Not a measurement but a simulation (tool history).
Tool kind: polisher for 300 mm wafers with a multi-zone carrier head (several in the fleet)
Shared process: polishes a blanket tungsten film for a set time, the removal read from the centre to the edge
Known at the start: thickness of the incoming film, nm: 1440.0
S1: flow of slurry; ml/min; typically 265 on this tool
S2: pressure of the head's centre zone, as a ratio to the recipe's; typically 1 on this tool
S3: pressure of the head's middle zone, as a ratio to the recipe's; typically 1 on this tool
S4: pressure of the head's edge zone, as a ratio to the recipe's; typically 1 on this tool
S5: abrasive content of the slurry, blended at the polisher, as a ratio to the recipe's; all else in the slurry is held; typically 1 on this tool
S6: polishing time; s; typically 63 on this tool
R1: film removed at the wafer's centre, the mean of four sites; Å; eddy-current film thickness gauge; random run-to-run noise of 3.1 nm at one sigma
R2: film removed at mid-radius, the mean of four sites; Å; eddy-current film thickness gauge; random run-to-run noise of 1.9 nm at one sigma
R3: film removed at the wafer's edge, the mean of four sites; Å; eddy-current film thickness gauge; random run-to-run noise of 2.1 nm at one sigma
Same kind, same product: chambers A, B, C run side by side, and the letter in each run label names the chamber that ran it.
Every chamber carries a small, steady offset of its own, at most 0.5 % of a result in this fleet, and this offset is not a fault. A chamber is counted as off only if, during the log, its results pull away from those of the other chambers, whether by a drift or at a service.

At hour 2.9: chamber B: worn pad replaced by a new one.
Run 1C, hour 4.7: usual settings. Result: R1 2793.8 Å, R2 2818.4 Å, R3 2843.6 Å.
Run 2B, hour 9.8: usual settings. Result: R1 2784.9 Å, R2 2794.3 Å, R3 2783.2 Å.
Run 3A, hour 15.3: usual settings. Result: R1 2779.5 Å, R2 2803.9 Å, R3 2829.1 Å.
Run 4B, hour 19.7: usual settings. Result: R1 2805.2 Å, R2 2814.3 Å, R3 2787.3 Å.
At hour 22.3: chamber C: worn pad replaced by a new one.
Run 5C, hour 23.4: usual settings but S5 1.25. Result: R1 3002.6 Å, R2 2935.7 Å, R3 2970.8 Å.
Run 6A, hour 26.7: usual settings but S5 1.25. Result: R1 2912.7 Å, R2 2929.9 Å, R3 2967.3 Å.
Run 7A, hour 31.3: usual settings but S5 1.25. Result: R1 2930.6 Å, R2 2964.1 Å, R3 2954.8 Å.
Run 8C, hour 37.1: usual settings. Result: R1 2789.7 Å, R2 2792.5 Å, R3 2809.6 Å.
Run 9B, hour 41.2: usual settings. Result: R1 2769.7 Å, R2 2798.8 Å, R3 2825.4 Å.
Run 10C, hour 46.7: usual settings. Result: R1 2767.4 Å, R2 2840.5 Å, R3 2803.3 Å.
At hour 47.4: chamber B: worn pad replaced by a new one.
Run 11B, hour 51: usual settings. Result: R1 2785.7 Å, R2 2807.1 Å, R3 2811.2 Å.
At hour 54.3: chamber B: centre zone pressure recalibrated.
Run 12A, hour 57.4: usual settings. Result: R1 2850.1 Å, R2 2802.7 Å, R3 2788.8 Å.
Run 13C, hour 61.6: usual settings. Result: R1 2820.8 Å, R2 2760.3 Å, R3 2760.3 Å.
At hour 64: chamber A: worn pad replaced by a new one.
At hour 64.4: chamber C: worn pad replaced by a new one.
Run 14A, hour 67.2: usual settings. Result: R1 2814.3 Å, R2 2804.2 Å, R3 2841.8 Å.
Run 15B, hour 70.9: usual settings but S3 1.07, S6 49 s. Result: R1 1908.4 Å, R2 2310.9 Å, R3 2182.3 Å.
Run 16C, hour 75.8: usual settings but S3 1.07, S6 49 s. Result: R1 2224 Å, R2 2318.1 Å, R3 2198.7 Å.
Run 17B, hour 80.7: usual settings but S3 1.07, S6 49 s. Result: R1 1932.8 Å, R2 2318.2 Å, R3 2164.8 Å.
Run 18A, hour 84.5: usual settings. Result: R1 2825.8 Å, R2 2775.5 Å, R3 2820.4 Å.
Run 19A, hour 89.2: usual settings. Result: R1 2864.3 Å, R2 2794.7 Å, R3 2790.4 Å.
Run 20C, hour 95.1: usual settings. Result: R1 2821.7 Å, R2 2793.1 Å, R3 2821.5 Å.
At hour 96.6: chamber B: worn pad replaced by a new one.
At hour 96.9: chamber C: centre zone pressure recalibrated.
Run 21B, hour 98.7: usual settings. Result: R1 2451.5 Å, R2 2808.7 Å, R3 2837.4 Å.
At hour 100.1: chamber C: worn pad replaced by a new one.
Run 22B, hour 101.8: usual settings. Result: R1 2465.1 Å, R2 2789.1 Å, R3 2785.6 Å.
Run 23C, hour 108: usual settings but S3 0.91. Result: R1 2813.5 Å, R2 2578 Å, R3 2813.9 Å.
Run 24A, hour 111.9: usual settings but S3 0.91. Result: R1 2825.8 Å, R2 2572.7 Å, R3 2805.2 Å.
Run 25B, hour 116.8: usual settings but S3 0.91. Result: R1 2497.8 Å, R2 2562.1 Å, R3 2812.7 Å.
Run 26A, hour 121.2: usual settings. Result: R1 2732 Å, R2 2812.9 Å, R3 2806 Å.
Run 27C, hour 125.4: usual settings. Result: R1 2815.5 Å, R2 2794.5 Å, R3 2818.1 Å.
At hour 130.3: chamber A: edge zone pressure recalibrated.
Run 28B, hour 130.8: usual settings. Result: R1 2451.2 Å, R2 2816 Å, R3 2799.9 Å.
At hour 134: chamber A: worn pad replaced by a new one.
At hour 135.4: chamber A: slurry nozzle cleaned.
Run 29C, hour 137: usual settings. Result: R1 2832.7 Å, R2 2796.3 Å, R3 2807.9 Å.
Run 30A, hour 141.8: usual settings. Result: R1 2784 Å, R2 2833.2 Å, R3 2807.7 Å.

Has any chamber moved away from the others, gradually or after a service, or does the common gauge drift, or do the chambers differ only by their own small steady offsets? State the chamber and the most likely cause if one applies.

A service on chamber B put it out of line with the rest.
What lies behind it: centre zone's pressure below its setpoint, % = 11.2.

Here are 4 candidates for chamber B's next run, each the usual settings with a change, their results left as question marks. Which one brings its results back in line with what the others give on the usual settings?
In line here means within this much of the mean the other chambers give on the usual settings: R1 110 Å; R2 65 Å; R3 72 Å
Run 31B-1, hour 146.4: usual settings but S1 260 ml/min, S2 0.9, S3 1.02, S4 1.03, S6 62 s. Result: R1 ?, R2 ?, R3 ?.
Run 31B-2, hour 146.4: usual settings but S1 260 ml/min, S2 0.96, S3 1.01, S4 1.01. Result: R1 ?, R2 ?, R3 ?.
Run 31B-3, hour 146.4: usual settings but S1 270 ml/min, S2 1.1, S3 0.98, S4 0.97, S6 64 s. Result: R1 ?, R2 ?, R3 ?.
Run 31B-4, hour 146.4: usual settings but S1 270 ml/min, S2 1.04, S3 0.99, S4 0.99. Result: R1 ?, R2 ?, R3 ?.

What the other chambers average on the usual settings: R1 2800.2 Å; R2 2787.5 Å; R3 2797.1 Å
  run      R1      R2      R3
31B-1  2141.3  2793.6  2791.3
31B-2  2341.3  2812.3  2807.5
31B-3  2783.4  2788.9  2802.7
31B-4  2573.8  2771.8    2788
31B-3 brings the chamber back in line.
